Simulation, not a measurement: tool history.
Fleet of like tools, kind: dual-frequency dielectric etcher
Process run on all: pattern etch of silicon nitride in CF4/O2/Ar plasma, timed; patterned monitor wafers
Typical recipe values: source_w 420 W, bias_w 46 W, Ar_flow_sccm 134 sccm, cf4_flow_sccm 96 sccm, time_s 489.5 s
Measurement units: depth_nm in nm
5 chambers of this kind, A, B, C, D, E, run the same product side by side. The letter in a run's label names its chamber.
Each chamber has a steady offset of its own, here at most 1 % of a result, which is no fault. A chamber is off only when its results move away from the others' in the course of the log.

run   hour  source_w  bias_w  Ar_flow_sccm  cf4_flow_sccm  time_s  read-back reference wafer on the same gauge, depth_nm  depth_nm
 1C    3.1       420      46           134             96   489.5                                                 810.75    747.11
 2A    5.5       420      46           134             96   489.5                                                 811.00    738.48
 3B   10.4       420      46           134             96   489.5                                                 810.83    745.18
 4E   13.7       420      46           134             96   489.5                                                 811.20    738.83
 5D   18.0       420      46           134             96   489.5                                                 810.96    737.22
      19.6  -- chamber C: Ar flow controller replaced
 6E   22.2       420      46           134             78   577.0                                                 810.73    848.08
 7C   25.5       420      46           134             78   577.0                                                 810.85    856.77
      30.2  -- chamber B: source power generator calibrated
 8B   30.4       420      46           134             78   577.0                                                 810.84    853.83
 9D   35.4       420      46           134             78   577.0                                                 810.76    842.54
10A   37.7       420      46           134             78   577.0                                                 810.93    843.58
11B   42.9       420      46           134             96   489.5                                                 810.32    744.93
12C   46.9       420      46           134             96   489.5                                                 810.68    745.97
13D   51.5       420      46           134             96   489.5                                                 810.64    734.83
14A   56.7       420      46           134             96   489.5                                                 810.89    736.05
15E   61.6       420      46           134            113   489.5                                                 810.82    758.36
16B   64.8       420      46           134            113   489.5                                                 810.82    763.86
      65.0  -- chamber E: Ar flow controller replaced
17E   69.0       420      46           134            113   489.5                                                 810.70    755.18
18C   73.6       420      46           134            113   489.5                                                 810.84    764.87
19A   77.9       420      46           134            113   489.5                                                 811.17    751.43
20D   82.3       420      46           134             96   489.5                                                 810.63    737.08
      84.0  -- chamber E: wet clean of the chamber
21E   86.6       420      46           134             96   489.5                                                 811.39    723.02
22D   91.4       420      46           134             96   489.5                                                 811.12    735.71
23C   95.8       420      46           134             96   489.5                                                 810.89    746.49
24B   99.5       420      46           134             87   489.5                                                 811.09    732.53
25A  103.5       420      46           134             87   489.5                                                 810.56    726.60
26D  105.8       420      46           134             87   489.5                                                 811.12    725.59
     108.0  -- chamber A: bias power generator calibrated
27E  108.1       420      46           134             87   489.5                                                 810.56    715.67
28C  110.9       420      46           134             87   489.5                                                 811.27    736.45
29A  113.4       420      46           134             96   489.5                                                 811.12    737.79
30B  118.4       420      46           134             96   489.5                                                 810.93    747.38
     122.6  -- chamber B: wet clean of the chamber
31B  123.2       480      53           134             96   489.5                                                 811.43    882.80
32A  125.5       480      53           134             96   489.5                                                 811.13    873.27
33C  130.3       480      53           134             96   489.5                                                 811.00    887.64
34D  132.7       480      53           134             96   489.5                                                 810.82    869.50
35E  135.8       480      53           134             96   489.5                                                 810.89    855.00
36C  140.2       420      46           134             96   489.5                                                 811.37    751.20
37B  145.4       420      46           134             96   489.5                                                 810.79    746.84
38D  147.8       420      46           134             96   489.5                                                 811.01    735.04
39A  150.5       420      46           134             96   489.5                                                 811.45    738.68

Is one chamber off against the others, does the gauge drift, or is nothing wrong? If a chamber is off, say which, and what the likeliest cause is.

A service left chamber E off against the others.
Most likely cause: etch rate under this chamber's usual, % = 2.11.

Which of the 4 candidates below, each the usual settings with something changed and its results left as question marks, puts chamber E back in line with what the other chambers give on the usual settings?
In line means no further than this from the other chambers' mean on the usual settings: depth_nm 5.90 nm
40E-1  154.2       420      46           134             96   485.0                                                                ?
40E-2  154.2       420      46           134             96   494.0                                                                ?
40E-3  154.2       420      46           134             96   501.5                                                                ?
40E-4  154.2       420      46           134             96   478.0                                                                ?

On the usual settings, the other chambers give on average: depth_nm 741.50 nm
  run  depth_nm
40E-1    717.73
40E-2    731.05
40E-3    742.15
40E-4    707.37
With 40E-3, the chamber falls back in line with the rest.

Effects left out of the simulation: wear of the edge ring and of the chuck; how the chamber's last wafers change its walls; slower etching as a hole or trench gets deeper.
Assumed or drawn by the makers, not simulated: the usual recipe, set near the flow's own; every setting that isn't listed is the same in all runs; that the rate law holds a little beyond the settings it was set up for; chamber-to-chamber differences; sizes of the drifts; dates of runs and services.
